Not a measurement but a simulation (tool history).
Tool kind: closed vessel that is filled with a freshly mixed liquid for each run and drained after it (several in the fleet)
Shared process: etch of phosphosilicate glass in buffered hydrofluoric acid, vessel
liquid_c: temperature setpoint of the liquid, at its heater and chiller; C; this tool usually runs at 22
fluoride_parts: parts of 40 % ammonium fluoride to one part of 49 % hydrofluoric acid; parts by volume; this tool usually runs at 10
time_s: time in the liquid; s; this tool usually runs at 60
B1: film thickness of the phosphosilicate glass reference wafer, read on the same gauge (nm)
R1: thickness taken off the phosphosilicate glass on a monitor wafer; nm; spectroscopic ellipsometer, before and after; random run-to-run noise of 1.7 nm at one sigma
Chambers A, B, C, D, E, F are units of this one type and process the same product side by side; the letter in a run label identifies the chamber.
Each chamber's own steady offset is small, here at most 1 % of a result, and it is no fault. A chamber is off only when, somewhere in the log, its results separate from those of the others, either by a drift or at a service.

{"hour": 8.7, "done": "chamber E: thermometer replaced"}
{"run": "1C", "hour": 11.0, "liquid_c": 22, "fluoride_parts": 10, "time_s": 60, "B1": 80.018, "R1": 218.23}
{"run": "2F", "hour": 21.2, "liquid_c": 22, "fluoride_parts": 10, "time_s": 60, "B1": 79.98, "R1": 221.77}
{"run": "3D", "hour": 31.0, "liquid_c": 22, "fluoride_parts": 10, "time_s": 60, "B1": 79.986, "R1": 220.42}
{"run": "4B", "hour": 43.1, "liquid_c": 22, "fluoride_parts": 10, "time_s": 60, "B1": 79.998, "R1": 220.03}
{"run": "5A", "hour": 51.1, "liquid_c": 22, "fluoride_parts": 10, "time_s": 60, "B1": 80.018, "R1": 218.88}
{"run": "6E", "hour": 59.3, "liquid_c": 22, "fluoride_parts": 10, "time_s": 60, "B1": 80.002, "R1": 219.33}
{"run": "7E", "hour": 71.4, "liquid_c": 17.5, "fluoride_parts": 10, "time_s": 75, "B1": 79.995, "R1": 211.54}
{"run": "8C", "hour": 77.3, "liquid_c": 17.5, "fluoride_parts": 10, "time_s": 75, "B1": 80.02, "R1": 214.86}
{"run": "9F", "hour": 86.9, "liquid_c": 17.5, "fluoride_parts": 10, "time_s": 75, "B1": 79.967, "R1": 213.22}
{"hour": 93.2, "done": "chamber E: hydrofluoric acid flow meter replaced"}
{"run": "10A", "hour": 99.7, "liquid_c": 17.5, "fluoride_parts": 10, "time_s": 75, "B1": 79.99, "R1": 217.08}
{"run": "11B", "hour": 105.5, "liquid_c": 17.5, "fluoride_parts": 10, "time_s": 75, "B1": 80.012, "R1": 213.69}
{"run": "12D", "hour": 117.0, "liquid_c": 17.5, "fluoride_parts": 10, "time_s": 75, "B1": 80.008, "R1": 216.94}
{"run": "13D", "hour": 128.6, "liquid_c": 22, "fluoride_parts": 10, "time_s": 60, "B1": 79.974, "R1": 222.15}
{"run": "14B", "hour": 137.7, "liquid_c": 22, "fluoride_parts": 10, "time_s": 60, "B1": 80.021, "R1": 223.48}
{"run": "15A", "hour": 144.4, "liquid_c": 22, "fluoride_parts": 10, "time_s": 60, "B1": 80.003, "R1": 221.04}
{"run": "16F", "hour": 154.7, "liquid_c": 22, "fluoride_parts": 10, "time_s": 60, "B1": 80.03, "R1": 218.78}
{"run": "17C", "hour": 162.8, "liquid_c": 22, "fluoride_parts": 10, "time_s": 60, "B1": 80.003, "R1": 223.29}
{"run": "18E", "hour": 169.7, "liquid_c": 22, "fluoride_parts": 10, "time_s": 60, "B1": 80.009, "R1": 216.96}
{"run": "19D", "hour": 178.6, "liquid_c": 22, "fluoride_parts": 10, "time_s": 60, "B1": 79.999, "R1": 222.76}
{"run": "20B", "hour": 185.1, "liquid_c": 22, "fluoride_parts": 10, "time_s": 60, "B1": 80.007, "R1": 221.15}
{"run": "21F", "hour": 193.1, "liquid_c": 22, "fluoride_parts": 10, "time_s": 60, "B1": 79.985, "R1": 224.86}
{"run": "22A", "hour": 203.8, "liquid_c": 24, "fluoride_parts": 10, "time_s": 75, "B1": 80.002, "R1": 308.25}
{"run": "23C", "hour": 214.3, "liquid_c": 24, "fluoride_parts": 10, "time_s": 75, "B1": 79.989, "R1": 315.02}
{"run": "24E", "hour": 225.7, "liquid_c": 24, "fluoride_parts": 10, "time_s": 75, "B1": 79.977, "R1": 302.57}
{"run": "25D", "hour": 232.7, "liquid_c": 24, "fluoride_parts": 10, "time_s": 75, "B1": 79.984, "R1": 308.51}
{"run": "26A", "hour": 240.7, "liquid_c": 24, "fluoride_parts": 10, "time_s": 75, "B1": 79.995, "R1": 312.39}
{"run": "27E", "hour": 249.0, "liquid_c": 24, "fluoride_parts": 10, "time_s": 75, "B1": 80.013, "R1": 303.67}
{"run": "28B", "hour": 255.3, "liquid_c": 22, "fluoride_parts": 10, "time_s": 60, "B1": 80.013, "R1": 222.27}
{"run": "29C", "hour": 265.6, "liquid_c": 22, "fluoride_parts": 11.5, "time_s": 60, "B1": 79.998, "R1": 201.2}
{"run": "30F", "hour": 278.1, "liquid_c": 22, "fluoride_parts": 11.5, "time_s": 60, "B1": 80.008, "R1": 195.92}
{"run": "31A", "hour": 289.3, "liquid_c": 22, "fluoride_parts": 11.5, "time_s": 60, "B1": 79.991, "R1": 194.36}
{"run": "32C", "hour": 297.6, "liquid_c": 22, "fluoride_parts": 11.5, "time_s": 60, "B1": 79.995, "R1": 207.35}
{"run": "33D", "hour": 306.3, "liquid_c": 22, "fluoride_parts": 11.5, "time_s": 60, "B1": 79.993, "R1": 193}
{"run": "34F", "hour": 315.0, "liquid_c": 22, "fluoride_parts": 11.5, "time_s": 60, "B1": 79.992, "R1": 198.61}
{"hour": 320.7, "done": "chamber F: hydrofluoric acid flow meter replaced"}
{"run": "35B", "hour": 324.4, "liquid_c": 22, "fluoride_parts": 10, "time_s": 60, "B1": 79.998, "R1": 218.64}
{"run": "36E", "hour": 333.2, "liquid_c": 22, "fluoride_parts": 10, "time_s": 60, "B1": 80.002, "R1": 221.04}
{"run": "37F", "hour": 344.9, "liquid_c": 22, "fluoride_parts": 10, "time_s": 60, "B1": 80.011, "R1": 222.11}
{"run": "38D", "hour": 352.1, "liquid_c": 22, "fluoride_parts": 10, "time_s": 60, "B1": 80.001, "R1": 220.41}
{"run": "39B", "hour": 360.8, "liquid_c": 22, "fluoride_parts": 10, "time_s": 60, "B1": 80.004, "R1": 219.72}

What goes on in this fleet: one chamber off, a drifting gauge, or nothing beyond the chambers' own small offsets? Name the chamber and the cause, if any.

One chamber, C, drifts off from the rest bit by bit.
What lies behind it: hydrofluoric acid flow above the setpoint (%) = 10.5.
The log might look much the same if the cause were instead: liquid hotter than its thermometer reads (K).

Which of the 4 candidates below, each the usual settings with something changed and its results left as question marks, puts chamber C back in line with what the other chambers give on the usual settings?
Allowed miss from the other chambers' usual-settings mean, per result, to count as in line: R1 6.1 nm
{"run": "40C-1", "hour": 369.9, "liquid_c": 24.5, "fluoride_parts": 10, "time_s": 60, "R1": "?"}
{"run": "40C-2", "hour": 369.9, "liquid_c": 21.5, "fluoride_parts": 10.5, "time_s": 55, "R1": "?"}
{"run": "40C-3", "hour": 369.9, "liquid_c": 22, "fluoride_parts": 11, "time_s": 60, "R1": "?"}
{"run": "40C-4", "hour": 369.9, "liquid_c": 22, "fluoride_parts": 9.5, "time_s": 60, "R1": "?"}

Other chambers, usual settings, mean: R1 221.04 nm
run=40C-1 R1=269.76
run=40C-2 R1=203.71
run=40C-3 R1=221.84
run=40C-4 R1=248.57
Change 40C-3 lands the chamber within the allowed miss of the other chambers.
